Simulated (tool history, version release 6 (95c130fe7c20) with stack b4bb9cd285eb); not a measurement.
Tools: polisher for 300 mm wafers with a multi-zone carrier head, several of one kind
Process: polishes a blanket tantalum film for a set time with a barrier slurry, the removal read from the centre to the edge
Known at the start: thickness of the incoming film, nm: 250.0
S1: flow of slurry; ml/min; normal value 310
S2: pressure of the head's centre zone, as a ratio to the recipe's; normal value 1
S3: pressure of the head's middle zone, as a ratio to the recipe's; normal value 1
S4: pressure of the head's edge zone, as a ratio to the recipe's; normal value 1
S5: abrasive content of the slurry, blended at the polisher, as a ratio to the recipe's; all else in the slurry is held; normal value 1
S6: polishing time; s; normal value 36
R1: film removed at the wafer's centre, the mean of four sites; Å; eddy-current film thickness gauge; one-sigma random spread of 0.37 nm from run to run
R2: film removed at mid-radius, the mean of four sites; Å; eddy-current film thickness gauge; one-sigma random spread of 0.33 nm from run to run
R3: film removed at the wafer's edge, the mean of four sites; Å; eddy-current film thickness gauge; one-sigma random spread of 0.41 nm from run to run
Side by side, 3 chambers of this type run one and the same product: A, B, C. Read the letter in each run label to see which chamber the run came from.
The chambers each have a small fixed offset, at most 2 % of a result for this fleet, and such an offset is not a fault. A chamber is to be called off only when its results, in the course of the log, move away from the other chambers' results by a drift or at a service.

run 1C hour=13.5 | S1=310 S2=1 S3=1 S4=1 S5=1 S6=36 | R1=438.11 R2=428.83 R3=431.34
-- hour=21.4 chamber B: worn pad replaced by a new one
run 2B hour=26.4 | S1=310 S2=1 S3=1 S4=1 S5=1 S6=36 | R1=431.26 R2=433.68 R3=433.05
-- hour=28.6 chamber C: worn pad replaced by a new one
run 3A hour=33.7 | S1=310 S2=1 S3=1 S4=1 S5=1 S6=36 | R1=419.62 R2=426.68 R3=426.93
run 4A hour=40.6 | S1=310 S2=1 S3=1 S4=1 S5=1 S6=36 | R1=426.84 R2=429.27 R3=431.46
run 5B hour=53.4 | S1=310 S2=1 S3=1 S4=1 S5=1 S6=36 | R1=441.18 R2=439.86 R3=423.66
run 6C hour=64.3 | S1=310 S2=1 S3=1 S4=1 S5=1 S6=36 | R1=435.57 R2=427.93 R3=427.07
-- hour=71.3 chamber B: worn pad replaced by a new one
run 7C hour=75.7 | S1=310 S2=1 S3=1 S4=1 S5=1 S6=36 | R1=437.19 R2=428.06 R3=425.98
run 8A hour=85.2 | S1=310 S2=1 S3=1 S4=1 S5=1 S6=36 | R1=421.82 R2=420.27 R3=419.25
-- hour=96.5 chamber A: edge zone pressure recalibrated
run 9B hour=96.7 | S1=310 S2=1 S3=1 S4=1 S5=1 S6=36 | R1=433.39 R2=436.75 R3=438.18
-- hour=108.7 chamber C: worn pad replaced by a new one
run 10A hour=109.9 | S1=310 S2=1 S3=1 S4=1 S5=1 S6=36 | R1=422.76 R2=413.78 R3=422.79
run 11C hour=122.2 | S1=310 S2=1 S3=1 S4=1 S5=1 S6=36 | R1=433.69 R2=429.32 R3=419.39
-- hour=124.3 chamber B: worn pad replaced by a new one
run 12B hour=128.9 | S1=310 S2=1 S3=1 S4=1 S5=1 S6=36 | R1=433.23 R2=436.95 R3=437.67
run 13B hour=136.0 | S1=310 S2=1 S3=1 S4=1 S5=1 S6=36 | R1=431.44 R2=431.24 R3=427.80
run 14A hour=149.5 | S1=310 S2=1 S3=1 S4=1 S5=1 S6=36 | R1=412.38 R2=415.23 R3=414.17
run 15C hour=162.6 | S1=310 S2=1 S3=1 S4=1 S5=1 S6=36 | R1=436.70 R2=427.16 R3=430.78
-- hour=166.9 chamber C: slurry nozzle cleaned
run 16C hour=169.9 | S1=310 S2=1 S3=1 S4=1 S5=1 S6=36 | R1=435.80 R2=422.17 R3=430.83
run 17B hour=180.0 | S1=310 S2=1 S3=1 S4=1 S5=1 S6=36 | R1=434.38 R2=433.73 R3=434.90
-- hour=184.8 chamber B: worn pad replaced by a new one
run 18A hour=186.8 | S1=310 S2=1 S3=1 S4=1 S5=1 S6=36 | R1=408.66 R2=410.05 R3=405.07
-- hour=188.1 chamber C: worn pad replaced by a new one
run 19C hour=194.3 | S1=310 S2=1 S3=1 S4=1 S5=1 S6=36 | R1=436.86 R2=421.01 R3=431.75
run 20B hour=206.2 | S1=310 S2=1 S3=1 S4=1 S5=1 S6=36 | R1=434.97 R2=433.53 R3=432.57
run 21A hour=215.1 | S1=310 S2=1 S3=1 S4=1 S5=1 S6=36 | R1=406.49 R2=408.17 R3=408.43

Which is it: a chamber that has drifted or been left off by a service, a gauge drift common to all chambers, or only each chamber's usual small offset? If a chamber is off, name it and its likeliest cause.

It is chamber A that slowly wanders off from its peers.
What lies behind it: removal rate lost through wear of the pad, % = 6.2.
From this log alone, it may not be told apart from: slurry flow missing at the pad, %.

Chamber A could run next with any of the 4 candidate recipes listed below; each alters the usual settings, and their results appear as question marks. Which one brings its results back in line with what the other chambers deliver on the usual settings?
Allowed miss from the other chambers' usual-settings mean, per result, to count as in line: R1 13.00 Å; R2 11.00 Å; R3 14.00 Å
run 22A-1 hour=225.2 | S1=315 S2=1.01 S3=1.01 S4=0.99 S5=1 S6=38 | R1=? R2=? R3=?
run 22A-2 hour=225.2 | S1=310 S2=1.00 S3=1.00 S4=1.00 S5=1 S6=37 | R1=? R2=? R3=?
run 22A-3 hour=225.2 | S1=310 S2=0.99 S3=1.00 S4=1.00 S5=1 S6=34 | R1=? R2=? R3=?
run 22A-4 hour=225.2 | S1=310 S2=1.00 S3=1.00 S4=1.00 S5=1 S6=35 | R1=? R2=? R3=?

Other chambers, usual settings, mean: R1 435.19 Å; R2 430.70 Å; R3 431.10 Å
run=22A-1 R1=433.65 R2=428.61 R3=428.01
run=22A-2 R1=416.97 R2=412.99 R3=418.51
run=22A-3 R1=378.98 R2=379.52 R3=384.58
run=22A-4 R1=394.43 R2=390.66 R3=395.89
It is 22A-1 that realigns the chamber with its peers.
